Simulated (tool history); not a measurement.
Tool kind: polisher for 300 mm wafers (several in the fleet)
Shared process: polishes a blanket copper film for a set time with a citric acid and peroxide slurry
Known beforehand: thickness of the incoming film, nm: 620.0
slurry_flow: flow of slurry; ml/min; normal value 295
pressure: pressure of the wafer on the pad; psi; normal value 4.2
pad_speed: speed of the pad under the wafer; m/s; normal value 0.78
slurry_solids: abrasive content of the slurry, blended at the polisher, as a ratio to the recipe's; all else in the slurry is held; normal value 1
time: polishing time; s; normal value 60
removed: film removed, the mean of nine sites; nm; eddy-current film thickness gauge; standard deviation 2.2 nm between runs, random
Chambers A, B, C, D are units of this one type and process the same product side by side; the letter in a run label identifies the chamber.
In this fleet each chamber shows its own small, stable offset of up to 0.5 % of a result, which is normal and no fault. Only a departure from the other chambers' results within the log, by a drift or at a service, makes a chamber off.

| run | hour | slurry_flow | pressure | pad_speed | slurry_solids | time | removed |
|---|---|---|---|---|---|---|---|
|  | 0.5 | chamber B: worn pad replaced by a new one |
|  | 0.6 | chamber D: slurry nozzle cleaned |
|  | 2.8 | chamber D: worn pad replaced by a new one |
|  | 9.5 | chamber B: slurry blender recalibrated |
| 1C | 10 | 295 | 4.2 | 0.78 | 1 | 60 | 150.89 |
|  | 13.5 | chamber D: slurry blender recalibrated |
|  | 17.1 | chamber C: slurry blender recalibrated |
| 2A | 18.4 | 295 | 4.2 | 0.78 | 1 | 60 | 153.55 |
| 3B | 30.9 | 295 | 4.2 | 0.78 | 1 | 60 | 152.47 |
| 4D | 40.2 | 295 | 4.2 | 0.78 | 1 | 60 | 149.53 |
| 5A | 53.6 | 295 | 4.2 | 0.78 | 1 | 60 | 149.01 |
|  | 54 | chamber A: slurry nozzle cleaned |
| 6D | 60.4 | 295 | 4.2 | 0.78 | 1 | 60 | 151.67 |
|  | 63.2 | chamber A: worn pad replaced by a new one |
|  | 69.2 | chamber D: worn pad replaced by a new one |
| 7B | 69.3 | 295 | 4.2 | 0.78 | 1 | 60 | 152.84 |
|  | 78.3 | chamber C: worn pad replaced by a new one |
| 8C | 82.8 | 295 | 4.2 | 0.78 | 1 | 60 | 152.44 |
|  | 92.1 | chamber B: worn pad replaced by a new one |
| 9A | 95.3 | 295 | 4.2 | 0.78 | 1 | 60 | 152.23 |
| 10D | 106.9 | 295 | 4.2 | 0.78 | 1 | 60 | 151.32 |
| 11B | 118 | 295 | 4.2 | 0.78 | 1 | 60 | 155.39 |
| 12C | 126.6 | 295 | 4.2 | 0.78 | 1 | 60 | 147.96 |
|  | 131.3 | chamber D: worn pad replaced by a new one |
| 13A | 136.2 | 295 | 4.2 | 0.78 | 1 | 60 | 150.43 |
|  | 144.8 | chamber A: worn pad replaced by a new one |
| 14C | 149.9 | 295 | 4.2 | 0.78 | 1 | 69 | 173.65 |
|  | 150.7 | chamber B: slurry blender recalibrated |
| 15B | 158.5 | 295 | 4.2 | 0.78 | 1 | 69 | 176.34 |
| 16D | 170.6 | 295 | 4.2 | 0.78 | 1 | 69 | 168.64 |
| 17C | 182.4 | 295 | 4.2 | 0.78 | 1 | 69 | 169.23 |
|  | 184.3 | chamber C: worn pad replaced by a new one |
| 18A | 190.1 | 295 | 4.2 | 0.78 | 1 | 60 | 154.74 |
|  | 191.1 | chamber B: worn pad replaced by a new one |
|  | 197.3 | chamber B: slurry nozzle cleaned |
| 19B | 200.7 | 295 | 4.2 | 0.78 | 1 | 60 | 151.82 |
|  | 205.4 | chamber D: worn pad replaced by a new one |
| 20D | 208.6 | 295 | 4.2 | 0.78 | 1 | 60 | 142.63 |
|  | 215.7 | chamber C: slurry blender recalibrated |
|  | 218.4 | chamber A: worn pad replaced by a new one |
| 21D | 218.9 | 295 | 4.2 | 0.78 | 1 | 60 | 143.72 |
| 22A | 224.9 | 295 | 4.2 | 0.78 | 1 | 60 | 157.61 |
| 23B | 235.8 | 295 | 4.2 | 0.78 | 1 | 40 | 101.25 |
| 24C | 243.7 | 295 | 4.2 | 0.78 | 1 | 40 | 99.614 |
| 25A | 253.1 | 295 | 4.2 | 0.78 | 1 | 40 | 102.14 |
| 26D | 266.1 | 295 | 4.2 | 0.78 | 1 | 40 | 92.323 |

Has any chamber moved away from the others, gradually or after a service, or does the common gauge drift, or do the chambers differ only by their own small steady offsets? State the chamber and the most likely cause if one applies.

Chamber D drifts away from the others.
What lies behind it: head's pressure below its setpoint, % = 10.3.
With only this log, it may be confused with: abrasive missing from the slurry, %.

Chamber D could run next with any of the 4 candidate recipes listed below; each alters the usual settings, and their results appear as question marks. Which one brings its results back in line with what the other chambers deliver on the usual settings?
A result is in line if it is within this distance of the other chambers' mean on the usual settings: removed 7.7 nm
| 27D-1 | 275.9 | 295 | 4.2 | 0.86 | 1 | 60 | ? |
| 27D-2 | 275.9 | 295 | 3.9 | 0.72 | 1 | 56 | ? |
| 27D-3 | 275.9 | 295 | 4.2 | 0.74 | 1 | 57 | ? |
| 27D-4 | 275.9 | 295 | 4.5 | 0.84 | 1 | 64 | ? |

The other chambers' mean on the usual settings: removed 152.11 nm
| run | removed |
|---|---|
| 27D-1 | 150.87 |
| 27D-2 | 109.92 |
| 27D-3 | 123.51 |
| 27D-4 | 168.15 |
Change 27D-1 lands the chamber within the allowed miss of the other chambers.
